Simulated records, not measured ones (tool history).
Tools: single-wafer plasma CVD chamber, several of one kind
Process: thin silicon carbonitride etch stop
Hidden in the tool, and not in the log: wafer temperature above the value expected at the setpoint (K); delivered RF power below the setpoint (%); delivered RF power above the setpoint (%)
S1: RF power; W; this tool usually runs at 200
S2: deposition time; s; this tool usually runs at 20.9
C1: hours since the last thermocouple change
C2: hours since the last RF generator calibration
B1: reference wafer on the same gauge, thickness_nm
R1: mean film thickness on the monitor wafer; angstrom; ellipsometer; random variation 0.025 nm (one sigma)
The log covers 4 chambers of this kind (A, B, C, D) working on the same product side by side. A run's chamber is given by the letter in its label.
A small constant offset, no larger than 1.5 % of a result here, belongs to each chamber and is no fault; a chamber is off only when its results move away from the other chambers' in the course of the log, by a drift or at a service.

| run | day | S1 | S2 | C1 | C2 | B1 | R1 |
|---|---|---|---|---|---|---|---|
| 1D | 0.167 | 200 | 20.9 | 1357.0 | 946.0 | 12.703 | 120.12 |
| 2B | 0.446 | 200 | 20.9 | 1631.1 | 1303.9 | 12.702 | 118.15 |
| 3C | 0.725 | 200 | 20.9 | 1777.2 | 863.7 | 12.695 | 117.77 |
| 4A | 0.892 | 200 | 20.9 | 1560.6 | 901.6 | 12.697 | 119.32 |
| 5B | 1.025 | 200 | 20.9 | 1645.0 | 1317.8 | 12.700 | 118.24 |
| 6D | 1.204 | 200 | 20.9 | 1381.9 | 970.9 | 12.699 | 119.79 |
| 7A | 1.408 | 200 | 20.9 | 1573.0 | 914.0 | 12.705 | 118.62 |
| 8C | 1.554 | 200 | 20.9 | 1797.1 | 883.6 | 12.702 | 117.61 |
| 9D | 1.708 | 200 | 20.9 | 1394.0 | 983.0 | 12.697 | 119.90 |
| 10A | 1.921 | 200 | 20.9 | 1585.3 | 926.3 | 12.704 | 118.10 |
| 11B | 2.162 | 200 | 20.9 | 1672.3 | 1345.1 | 12.701 | 118.15 |
| 12C | 2.304 | 200 | 20.9 | 1815.1 | 901.6 | 12.694 | 117.38 |
| 13D | 2.429 | 200 | 20.9 | 1411.3 | 1000.3 | 12.703 | 120.74 |
| 14A | 2.662 | 200 | 20.9 | 1603.1 | 944.1 | 12.706 | 118.38 |
| 15C | 2.796 | 200 | 20.9 | 1826.9 | 913.4 | 12.700 | 117.14 |
| 16B | 2.933 | 200 | 20.9 | 1690.8 | 1363.6 | 12.699 | 117.99 |
| 17B | 3.196 | 215 | 22.6 | 1697.1 | 1369.9 | 12.700 | 130.49 |
| 18D | 3.383 | 215 | 22.6 | 1434.2 | 1023.2 | 12.698 | 132.69 |
| 19A | 3.667 | 215 | 22.6 | 1627.2 | 968.2 | 12.698 | 129.88 |
| 20C | 3.833 | 215 | 22.6 | 1851.8 | 938.3 | 12.701 | 129.87 |
| 21A | 4.021 | 165 | 20.9 | 1635.7 | 976.7 | 12.698 | 111.25 |
| 22D | 4.196 | 165 | 20.9 | 1453.7 | 1042.7 | 12.700 | 113.71 |
| 23C | 4.383 | 165 | 20.9 | 1865.0 | 951.5 | 12.701 | 110.62 |
| 24B | 4.558 | 165 | 20.9 | 1729.8 | 1402.6 | 12.696 | 111.72 |
| 25A | 4.808 | 200 | 20.9 | 1654.6 | 995.6 | 12.696 | 117.09 |
| 26C | 5.021 | 200 | 20.9 | 1880.3 | 966.8 | 12.699 | 117.38 |
| 27B | 5.150 | 200 | 20.9 | 1744.0 | 1416.8 | 12.696 | 117.87 |
| 28D | 5.375 | 200 | 20.9 | 1482.0 | 1071.0 | 12.700 | 120.17 |
| 29D | 5.567 | 200 | 20.9 | 1486.6 | 1075.6 | 12.705 | 120.50 |
| 30C | 5.808 | 200 | 20.9 | 1899.2 | 985.7 | 12.694 | 117.36 |
| 31B | 6.042 | 200 | 20.9 | 1765.4 | 1438.2 | 12.705 | 118.10 |
| 32A | 6.196 | 200 | 20.9 | 1687.9 | 1028.9 | 12.698 | 116.36 |
| 33A | 6.367 | 170 | 20.9 | 1692.0 | 1033.0 | 12.700 | 111.20 |
| 34B | 6.617 | 170 | 20.9 | 1779.2 | 1452.0 | 12.696 | 112.28 |
| 35C | 6.746 | 170 | 20.9 | 1921.7 | 1008.2 | 12.702 | 111.87 |

Next, all 4 chambers run the settings below, one line each with question marks for the results. What does each chamber give?
| 36A | 6.950 | 200 | 20.9 |  |  |  | ? |
| 36B | 6.950 | 200 | 20.9 |  |  |  | ? |
| 36C | 6.950 | 200 | 20.9 |  |  |  | ? |
| 36D | 6.950 | 200 | 20.9 |  |  |  | ? |

| run | R1 |
|---|---|
| 36A | 116.75 |
| 36B | 118.38 |
| 36C | 117.60 |
| 36D | 120.04 |

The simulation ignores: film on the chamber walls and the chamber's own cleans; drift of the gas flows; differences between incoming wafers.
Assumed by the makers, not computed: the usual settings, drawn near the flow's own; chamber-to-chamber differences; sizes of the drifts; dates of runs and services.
